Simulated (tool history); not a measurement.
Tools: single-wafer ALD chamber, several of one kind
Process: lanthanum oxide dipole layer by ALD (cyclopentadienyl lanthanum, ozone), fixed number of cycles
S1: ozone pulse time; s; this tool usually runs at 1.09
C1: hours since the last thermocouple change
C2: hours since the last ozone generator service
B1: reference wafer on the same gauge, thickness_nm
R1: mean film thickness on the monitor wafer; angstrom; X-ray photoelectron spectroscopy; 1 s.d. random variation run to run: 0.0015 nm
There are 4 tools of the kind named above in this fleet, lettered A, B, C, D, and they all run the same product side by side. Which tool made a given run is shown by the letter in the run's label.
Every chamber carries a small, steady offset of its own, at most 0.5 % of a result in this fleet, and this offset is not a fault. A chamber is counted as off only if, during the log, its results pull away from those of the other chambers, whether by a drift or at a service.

run	hour	S1	C1	C2	B1	R1
1A	4.7	1.09	907.4	1282.5	0.50676	5.1374
2D	8.9	1.09	534.8	306.7	0.50713	5.1440
3B	16.1	1.09	1350.5	495.0	0.50696	5.1075
4C	24.3	1.09	490.2	278.4	0.50704	5.1103
5D	28.1	1.09	554.0	325.9	0.50690	5.1334
6A	33.0	1.09	935.7	1310.8	0.50695	5.1390
7B	38.9	1.09	1373.3	517.8	0.50686	5.0749
8C	44.5	1.09	510.4	298.6	0.50694	5.1210
9D	48.2	1.09	574.1	346.0	0.50681	5.1474
10A	56.1	1.09	958.8	1333.9	0.50716	5.1400
11B	62.4	1.09	1396.8	541.3	0.50666	5.0994
12C	68.9	1.25	534.8	323.0	0.50688	5.2766
13A	75.5	1.25	978.2	1353.3	0.50739	5.3062
14D	80.3	1.25	606.2	378.1	0.50683	5.2989
15C	87.5	1.25	553.4	341.6	0.50725	5.2957
16B	94.0	1.09	1428.4	572.9	0.50693	5.1071
17A	100.5	1.09	1003.2	1378.3	0.50705	5.1407
18C	108.5	1.09	574.4	362.6	0.50689	5.1328
19B	112.3	1.09	1446.7	591.2	0.50737	5.1160
20D	115.9	1.09	641.8	413.7	0.50687	5.1155
21D	121.3	1.09	647.2	419.1	0.50711	5.1425
22A	128.7	1.09	1031.4	1406.5	0.50716	5.1450
23C	134.3	1.09	600.2	388.4	0.50696	5.1156
24B	142.4	1.09	1476.8	621.3	0.50682	5.1043
25B	149.2	1.09	1483.6	628.1	0.50724	5.1045
26A	157.0	1.09	1059.7	1434.8	0.50728	5.1410
27D	165.0	1.09	690.9	462.8	0.50727	5.1237
28C	173.0	1.09	638.9	427.1	0.50704	5.1081
29B	178.3	1.09	1512.7	657.2	0.50708	5.1068
30D	185.8	0.86	711.7	483.6	0.50721	4.7471
31A	193.9	0.86	1096.6	1471.7	0.50699	4.7159
32C	197.7	0.86	663.6	451.8	0.50658	4.7360
33D	205.5	0.86	731.4	503.3	0.50697	4.7691
34A	209.5	1.09	1112.2	1487.3	0.50657	5.1177
35C	215.9	1.09	681.8	470.0	0.50705	5.1029
36B	221.0	1.09	1555.4	699.9	0.50694	5.1186
37D	227.1	1.09	753.0	524.9	0.50703	5.1122
38A	231.2	1.09	1133.9	1509.0	0.50712	5.1364
# hour 234.6: chamber B: ozone generator serviced
39B	237.5	1.09	1571.9	3.0	0.50713	5.1285
40C	244.3	1.09	710.2	498.4	0.50709	5.0987
41C	248.4	1.09	714.3	502.5	0.50715	5.1189
42B	255.1	1.09	1589.5	20.6	0.50688	5.0854

What goes on in this fleet: one chamber off, a drifting gauge, or nothing beyond the chambers' own small offsets? Name the chamber and the cause, if any.

No chamber stands off beyond its own small offset, and the gauge holds steady.
